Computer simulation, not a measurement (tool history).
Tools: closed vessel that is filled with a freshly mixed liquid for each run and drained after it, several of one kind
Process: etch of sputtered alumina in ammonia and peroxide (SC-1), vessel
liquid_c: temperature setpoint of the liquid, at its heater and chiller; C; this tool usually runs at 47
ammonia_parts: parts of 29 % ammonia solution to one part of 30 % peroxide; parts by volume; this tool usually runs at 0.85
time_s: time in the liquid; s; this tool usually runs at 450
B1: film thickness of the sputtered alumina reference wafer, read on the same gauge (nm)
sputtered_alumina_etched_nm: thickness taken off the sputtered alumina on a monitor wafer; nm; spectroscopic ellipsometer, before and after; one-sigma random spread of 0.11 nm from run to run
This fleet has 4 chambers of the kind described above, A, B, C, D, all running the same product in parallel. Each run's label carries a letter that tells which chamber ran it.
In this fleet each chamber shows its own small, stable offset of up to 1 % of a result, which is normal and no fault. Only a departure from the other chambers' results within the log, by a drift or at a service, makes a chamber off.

At hour 6.1: chamber C: new drum of ammonia solution connected.
Run 1A, hour 11.0: usual settings; B1 30.026. Result: sputtered_alumina_etched_nm 14.353 nm.
Run 2D, hour 19.8: usual settings; B1 30.004. Result: sputtered_alumina_etched_nm 14.649 nm.
Run 3B, hour 27.5: usual settings; B1 30.034. Result: sputtered_alumina_etched_nm 14.301 nm.
Run 4C, hour 33.6: usual settings; B1 30.011. Result: sputtered_alumina_etched_nm 14.683 nm.
Run 5B, hour 39.5: usual settings; B1 29.999. Result: sputtered_alumina_etched_nm 14.232 nm.
Run 6D, hour 46.8: usual settings; B1 30.019. Result: sputtered_alumina_etched_nm 14.568 nm.
Run 7A, hour 53.8: usual settings; B1 29.993. Result: sputtered_alumina_etched_nm 14.345 nm.
Run 8C, hour 62.2: usual settings; B1 30.050. Result: sputtered_alumina_etched_nm 14.699 nm.
Run 9C, hour 67.6: usual settings; B1 29.952. Result: sputtered_alumina_etched_nm 14.615 nm.
Run 10A, hour 74.7: usual settings; B1 30.027. Result: sputtered_alumina_etched_nm 14.334 nm.
Run 11B, hour 80.5: usual settings; B1 30.011. Result: sputtered_alumina_etched_nm 14.429 nm.
Run 12D, hour 86.2: usual settings; B1 30.023. Result: sputtered_alumina_etched_nm 14.728 nm.
Run 13D, hour 94.4: usual settings; B1 29.995. Result: sputtered_alumina_etched_nm 14.508 nm.
Run 14A, hour 104.2: usual settings; B1 30.002. Result: sputtered_alumina_etched_nm 14.231 nm.
Run 15B, hour 109.8: usual settings; B1 30.015. Result: sputtered_alumina_etched_nm 14.462 nm.
Run 16C, hour 115.2: usual settings; B1 29.980. Result: sputtered_alumina_etched_nm 14.088 nm.
Run 17A, hour 120.6: usual settings; B1 30.016. Result: sputtered_alumina_etched_nm 14.494 nm.
Run 18B, hour 128.2: usual settings but ammonia_parts 1.20 parts by volume, time_s 600 s; B1 30.034. Result: sputtered_alumina_etched_nm 19.888 nm.
Run 19C, hour 134.1: usual settings but ammonia_parts 1.20 parts by volume, time_s 600 s; B1 30.022. Result: sputtered_alumina_etched_nm 19.055 nm.
Run 20D, hour 140.4: usual settings but ammonia_parts 1.20 parts by volume, time_s 600 s; B1 29.999. Result: sputtered_alumina_etched_nm 19.964 nm.
At hour 142.6: chamber B: ammonia flow meter replaced.
Run 21C, hour 147.9: usual settings but ammonia_parts 1.20 parts by volume, time_s 600 s; B1 30.009. Result: sputtered_alumina_etched_nm 18.679 nm.
Run 22D, hour 154.1: usual settings; B1 29.981. Result: sputtered_alumina_etched_nm 14.727 nm.
Run 23A, hour 160.7: usual settings; B1 30.017. Result: sputtered_alumina_etched_nm 14.430 nm.
Run 24B, hour 165.8: usual settings; B1 30.009. Result: sputtered_alumina_etched_nm 14.246 nm.
Run 25D, hour 174.0: usual settings; B1 29.982. Result: sputtered_alumina_etched_nm 14.578 nm.

All 4 chambers run these settings next. Forecast each chamber's results:
Run 26A, hour 182.0: usual settings. Result: sputtered_alumina_etched_nm ?.
Run 26B, hour 182.0: usual settings. Result: sputtered_alumina_etched_nm ?.
Run 26C, hour 182.0: usual settings. Result: sputtered_alumina_etched_nm ?.
Run 26D, hour 182.0: usual settings. Result: sputtered_alumina_etched_nm ?.

run  sputtered_alumina_etched_nm
26A                       14.452
26B                       14.500
26C                       13.276
26D                       14.557
